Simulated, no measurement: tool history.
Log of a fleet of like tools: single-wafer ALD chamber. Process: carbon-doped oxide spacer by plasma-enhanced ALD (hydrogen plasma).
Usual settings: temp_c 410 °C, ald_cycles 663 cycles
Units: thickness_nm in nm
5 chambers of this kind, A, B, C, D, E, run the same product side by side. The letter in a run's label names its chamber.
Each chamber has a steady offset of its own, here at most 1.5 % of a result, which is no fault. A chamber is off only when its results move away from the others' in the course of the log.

run   hour  temp_c  ald_cycles  hours since the last thermocouple change  read-back reference wafer on the same gauge, thickness_nm  thickness_nm
 1C    4.6     410         663                                    1163.2                                                     29.501        32.088
 2B    9.7     410         663                                     597.3                                                       29.5        32.568
 3E   12.6     410         663                                     719.1                                                     29.515        32.151
 4A   17.7     410         663                                     396.2                                                     29.492        32.393
 5D   20.1     410         663                                     226.2                                                     29.505        32.126
 6E   24.8     410         663                                     731.3                                                     29.501        32.113
 7B   27.5     410         663                                     615.1                                                     29.485        32.551
 8D     30     410         663                                     236.1                                                     29.493        32.273
 9C   35.2     410         663                                    1193.8                                                     29.496        32.148
10A   40.5     400         579                                       419                                                     29.508        29.151
11A   45.2     400         579                                     423.7                                                     29.491        29.162
12C     49     400         579                                    1207.6                                                     29.521        28.896
13D   51.7     400         579                                     257.8                                                     29.496        28.924
14B   54.2     400         579                                     641.8                                                     29.487        29.409
15E   59.3     410         663                                     765.8                                                     29.486        32.077
16D   62.6     410         663                                     268.7                                                     29.497        32.061
17A   65.5     410         663                                       444                                                     29.489        32.358
18B   69.9     410         663                                     657.5                                                       29.5        32.569
19C   73.2     410         663                                    1231.8                                                     29.492        32.054
20E   76.5     410         663                                       783                                                     29.493        32.122
21D   80.9     410         663                                       287                                                     29.496        32.072
22E   85.6     410         663                                     792.1                                                     29.494        32.052
23C   90.2     410         663                                    1248.8                                                     29.493        32.204
24B   93.2     419         537                                     680.8                                                     29.497        25.665
25A     97     419         537                                     475.5                                                     29.504        25.452
26D  100.7     419         537                                     306.8                                                     29.502        25.211
27A  105.7     419         537                                     484.2                                                     29.494        25.462
28B  108.6     419         537                                     696.2                                                     29.496        25.594
29E    112     410         663                                     818.5                                                     29.496        31.734
30C    117     410         663                                    1275.6                                                     29.499          32.2
31D    120     410         663                                     326.1                                                     29.486        32.207
32B  122.6     424         762                                     710.2                                                     29.497        35.718
33C  125.7     424         762                                    1284.3                                                     29.501        35.416

What goes on in this fleet: one chamber off, a drifting gauge, or nothing beyond the chambers' own small offsets? Name the chamber and the cause, if any.

Chamber E drifts away from the others.
Cause: wafer temperature above the value expected at the setpoint (K) = 5.22.

Here are 4 candidates for chamber E's next run, each the usual settings with a change, their results left as question marks. Which one brings its results back in line with what the others give on the usual settings?
In line means no further than this from the other chambers' mean on the usual settings: thickness_nm 0.26 nm
34E-1  129.6     409         663                                                                                                                  ?
34E-2  129.6     410         660                                                                                                                  ?
34E-3  129.6     410         675                                                                                                                  ?
34E-4  129.6     410         651                                                                                                                  ?

The other chambers' mean on the usual settings: thickness_nm 32.298 nm
  run  thickness_nm
34E-1         31.81
34E-2        31.565
34E-3        32.282
34E-4        31.134
34E-3 brings the chamber back in line.
